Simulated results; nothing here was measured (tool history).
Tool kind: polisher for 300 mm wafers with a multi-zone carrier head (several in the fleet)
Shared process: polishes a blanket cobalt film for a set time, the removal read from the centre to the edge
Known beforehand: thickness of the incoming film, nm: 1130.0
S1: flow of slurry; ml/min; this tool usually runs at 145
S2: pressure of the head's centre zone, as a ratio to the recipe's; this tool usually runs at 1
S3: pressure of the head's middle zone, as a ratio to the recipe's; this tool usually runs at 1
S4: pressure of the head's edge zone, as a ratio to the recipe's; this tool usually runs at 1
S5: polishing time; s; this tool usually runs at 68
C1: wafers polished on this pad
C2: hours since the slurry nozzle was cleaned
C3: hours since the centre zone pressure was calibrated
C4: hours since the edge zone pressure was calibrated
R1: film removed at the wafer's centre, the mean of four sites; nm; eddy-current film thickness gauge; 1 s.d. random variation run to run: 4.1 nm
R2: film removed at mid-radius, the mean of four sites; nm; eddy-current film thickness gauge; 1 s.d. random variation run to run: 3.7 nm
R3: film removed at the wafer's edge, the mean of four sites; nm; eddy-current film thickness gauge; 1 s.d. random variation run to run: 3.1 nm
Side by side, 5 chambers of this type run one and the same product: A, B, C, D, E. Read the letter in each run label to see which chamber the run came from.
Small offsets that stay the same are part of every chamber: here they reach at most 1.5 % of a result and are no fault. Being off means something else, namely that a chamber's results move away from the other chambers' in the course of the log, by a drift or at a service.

run 1E hour=2.8 | S1=145 S2=1 S3=1 S4=1 S5=68 | C1=1024 C2=41.4 C3=125.2 C4=255.3 | R1=426.64 R2=426.45 R3=426.18
run 2B hour=7.1 | S1=145 S2=1 S3=1 S4=1 S5=68 | C1=506 C2=479.4 C3=483 C4=97.5 | R1=415.04 R2=414.41 R3=423.39
run 3A hour=10.2 | S1=145 S2=1 S3=1 S4=1 S5=68 | C1=1229 C2=480.4 C3=473.8 C4=644.3 | R1=419.88 R2=410.98 R3=412.64
run 4D hour=13.4 | S1=145 S2=1 S3=1 S4=1 S5=68 | C1=1415 C2=285.1 C3=129.1 C4=36.6 | R1=423.64 R2=423.69 R3=423.1
run 5C hour=18.1 | S1=145 S2=1 S3=1 S4=1 S5=68 | C1=185 C2=224.4 C3=619.9 C4=808.1 | R1=420.17 R2=420.95 R3=426.01
-- hour=19.8 chamber E: worn pad replaced by a new one
run 6B hour=21.7 | S1=145 S2=1 S3=1 S4=1 S5=68 | C1=629 C2=494 C3=497.6 C4=112.1 | R1=412.35 R2=416.21 R3=423.89
run 7D hour=26.7 | S1=145 S2=1 S3=1 S4=1 S5=68 | C1=1527 C2=298.4 C3=142.4 C4=49.9 | R1=423.52 R2=424.57 R3=420.67
run 8E hour=29.4 | S1=145 S2=1 S3=1 S4=1 S5=68 | C1=81 C2=68 C3=151.8 C4=281.9 | R1=424.77 R2=421.3 R3=429.17
run 9C hour=33 | S1=145 S2=1 S3=1 S4=1 S5=68 | C1=310 C2=239.3 C3=634.8 C4=823 | R1=419.06 R2=428.47 R3=418.83
-- hour=36.6 chamber A: worn pad replaced by a new one
run 10A hour=37.6 | S1=120 S2=1 S3=1 S4=1.06 S5=68 | C1=8 C2=507.8 C3=501.2 C4=671.7 | R1=399.54 R2=402.07 R3=420.09
-- hour=40.1 chamber D: worn pad replaced by a new one
run 11B hour=42.3 | S1=120 S2=1 S3=1 S4=1.06 S5=68 | C1=803 C2=514.6 C3=518.2 C4=132.7 | R1=399.2 R2=407.54 R3=426.09
-- hour=44.1 chamber B: slurry nozzle cleaned
run 12E hour=45.6 | S1=120 S2=1 S3=1 S4=1.06 S5=68 | C1=217 C2=84.2 C3=168 C4=298.1 | R1=409.2 R2=402.29 R3=427.29
run 13A hour=49.1 | S1=120 S2=1 S3=1 S4=1.06 S5=68 | C1=105 C2=519.3 C3=512.7 C4=683.2 | R1=401.86 R2=399.56 R3=417.15
run 14C hour=53.3 | S1=120 S2=1 S3=1 S4=1.06 S5=68 | C1=481 C2=259.6 C3=655.1 C4=843.3 | R1=401.21 R2=402.65 R3=425.77
run 15D hour=56.3 | S1=145 S2=1 S3=1 S4=1 S5=68 | C1=136 C2=328 C3=172 C4=79.5 | R1=431.03 R2=427.19 R3=422.76
-- hour=57.9 chamber C: centre zone pressure recalibrated
run 16B hour=61.1 | S1=145 S2=1 S3=1 S4=1 S5=68 | C1=961 C2=17.1 C3=537 C4=151.5 | R1=416.77 R2=421.06 R3=425.27
run 17E hour=64 | S1=145 S2=1 S3=1 S4=1 S5=68 | C1=372 C2=102.6 C3=186.4 C4=316.5 | R1=422.47 R2=422.19 R3=426.54
run 18C hour=67.3 | S1=145 S2=1 S3=1 S4=1 S5=68 | C1=599 C2=273.6 C3=9.5 C4=857.3 | R1=463.65 R2=423.96 R3=418.86
-- hour=68.3 chamber D: slurry nozzle cleaned
run 19D hour=70.4 | S1=145 S2=0.93 S3=1 S4=1 S5=68 | C1=255 C2=2.2 C3=186.1 C4=93.6 | R1=387.8 R2=424.62 R3=422.28
run 20A hour=74.7 | S1=145 S2=0.93 S3=1 S4=1 S5=68 | C1=321 C2=544.9 C3=538.3 C4=708.8 | R1=389.42 R2=417.1 R3=417.92
run 21B hour=77.4 | S1=145 S2=0.93 S3=1 S4=1 S5=68 | C1=1098 C2=33.4 C3=553.3 C4=167.8 | R1=387.19 R2=416.54 R3=422.74
run 22D hour=80.5 | S1=145 S2=0.93 S3=1 S4=1 S5=68 | C1=340 C2=12.3 C3=196.2 C4=103.7 | R1=389.5 R2=424.53 R3=420.46
run 23A hour=84.4 | S1=145 S2=0.93 S3=1 S4=1 S5=68 | C1=402 C2=554.6 C3=548 C4=718.5 | R1=394.87 R2=419.6 R3=417.62
run 24E hour=87.3 | S1=145 S2=0.95 S3=1 S4=0.93 S5=68 | C1=569 C2=125.9 C3=209.7 C4=339.8 | R1=392.99 R2=420.36 R3=405.04
-- hour=90.7 chamber B: worn pad replaced by a new one
run 25C hour=92.1 | S1=145 S2=0.95 S3=1 S4=0.93 S5=68 | C1=808 C2=298.4 C3=34.3 C4=882.1 | R1=438.09 R2=422.59 R3=410.56
run 26E hour=94.3 | S1=145 S2=0.95 S3=1 S4=0.93 S5=68 | C1=627 C2=132.9 C3=216.7 C4=346.8 | R1=400.44 R2=416.28 R3=411.47
run 27B hour=98.7 | S1=145 S2=0.95 S3=1 S4=0.93 S5=68 | C1=67 C2=54.7 C3=574.6 C4=189.1 | R1=393.9 R2=423 R3=405.88
run 28C hour=100.9 | S1=145 S2=0.95 S3=1 S4=0.93 S5=68 | C1=882 C2=307.2 C3=43.1 C4=890.9 | R1=439.46 R2=413.82 R3=404.18
run 29A hour=105.7 | S1=145 S2=1 S3=1 S4=1 S5=68 | C1=582 C2=575.9 C3=569.3 C4=739.8 | R1=420.3 R2=413.75 R3=413.75
run 30D hour=109.9 | S1=145 S2=1 S3=1 S4=1.06 S5=68 | C1=587 C2=41.7 C3=225.6 C4=133.1 | R1=423.86 R2=428.44 R3=439.82
-- hour=111.5 chamber A: slurry nozzle cleaned
run 31C hour=113.8 | S1=145 S2=1 S3=1 S4=1.06 S5=68 | C1=990 C2=320.1 C3=56 C4=903.8 | R1=471.75 R2=414.91 R3=441.93
run 32E hour=116 | S1=145 S2=1 S3=1 S4=1.06 S5=68 | C1=810 C2=154.6 C3=238.4 C4=368.5 | R1=427.39 R2=424.99 R3=433.77
run 33A hour=120.6 | S1=145 S2=1 S3=1 S4=1.06 S5=68 | C1=707 C2=9.1 C3=584.2 C4=754.7 | R1=425.76 R2=414.68 R3=431.15
run 34D hour=123.4 | S1=145 S2=1 S3=1 S4=1.06 S5=68 | C1=701 C2=55.2 C3=239.1 C4=146.6 | R1=420.79 R2=423.9 R3=429.92
run 35B hour=126.1 | S1=145 S2=1 S3=1 S4=1 S5=68 | C1=298 C2=82.1 C3=602 C4=216.5 | R1=412.45 R2=423.32 R3=426.35
run 36C hour=129.9 | S1=145 S2=1 S3=1.09 S4=0.95 S5=68 | C1=1126 C2=336.2 C3=72.1 C4=919.9 | R1=467.9 R2=454.27 R3=412.43
run 37E hour=133.3 | S1=145 S2=1 S3=1.09 S4=0.95 S5=68 | C1=956 C2=171.9 C3=255.7 C4=385.8 | R1=426.69 R2=456.9 R3=413.52
run 38D hour=135.6 | S1=145 S2=1 S3=1.09 S4=0.95 S5=68 | C1=804 C2=67.4 C3=251.3 C4=158.8 | R1=424.31 R2=459.36 R3=412.78
run 39B hour=140.5 | S1=145 S2=1 S3=1.09 S4=0.95 S5=68 | C1=419 C2=96.5 C3=616.4 C4=230.9 | R1=418.72 R2=460.13 R3=411.75
run 40A hour=143.9 | S1=145 S2=1 S3=1.09 S4=0.95 S5=68 | C1=903 C2=32.4 C3=607.5 C4=778 | R1=419.82 R2=451.44 R3=401.59

Does one chamber stand apart from the rest, does the shared gauge drift, or is all well apart from small per-chamber offsets? Give the chamber and the most likely cause, where there is one.

The work done on chamber C during a service left it standing apart from the others.
What lies behind it: centre zone's pressure above its setpoint, % = 10.2.

Below are 4 candidate recipes for chamber C's next run, each the usual settings with a change, their results shown as question marks. Which of them brings C's results back in line with what the other chambers give on the usual settings?
In-line tolerance around the mean of the other chambers on the usual settings: R1 14 nm; R2 13 nm; R3 11 nm
run 41C-1 hour=147.5 | S1=150 S2=1.08 S3=0.98 S4=0.98 S5=69 | R1=? R2=? R3=?
run 41C-2 hour=147.5 | S1=140 S2=0.93 S3=1.02 S4=1.02 S5=68 | R1=? R2=? R3=?
run 41C-3 hour=147.5 | S1=145 S2=0.97 S3=1.01 S4=1.01 S5=68 | R1=? R2=? R3=?
run 41C-4 hour=147.5 | S1=145 S2=1.03 S3=0.99 S4=0.99 S5=68 | R1=? R2=? R3=?

The mean the other chambers reach with the usual settings: R1 420.87 nm; R2 420.83 nm; R3 421.44 nm
run=41C-1 R1=514.19 R2=421.42 R3=425.89
run=41C-2 R1=425.05 R2=425.39 R3=424.19
run=41C-3 R1=448.39 R2=424.5 R3=424.23
run=41C-4 R1=478.07 R2=416.52 R3=419.85
The answer is 41C-2, which returns the chamber to within the allowed miss of the others.

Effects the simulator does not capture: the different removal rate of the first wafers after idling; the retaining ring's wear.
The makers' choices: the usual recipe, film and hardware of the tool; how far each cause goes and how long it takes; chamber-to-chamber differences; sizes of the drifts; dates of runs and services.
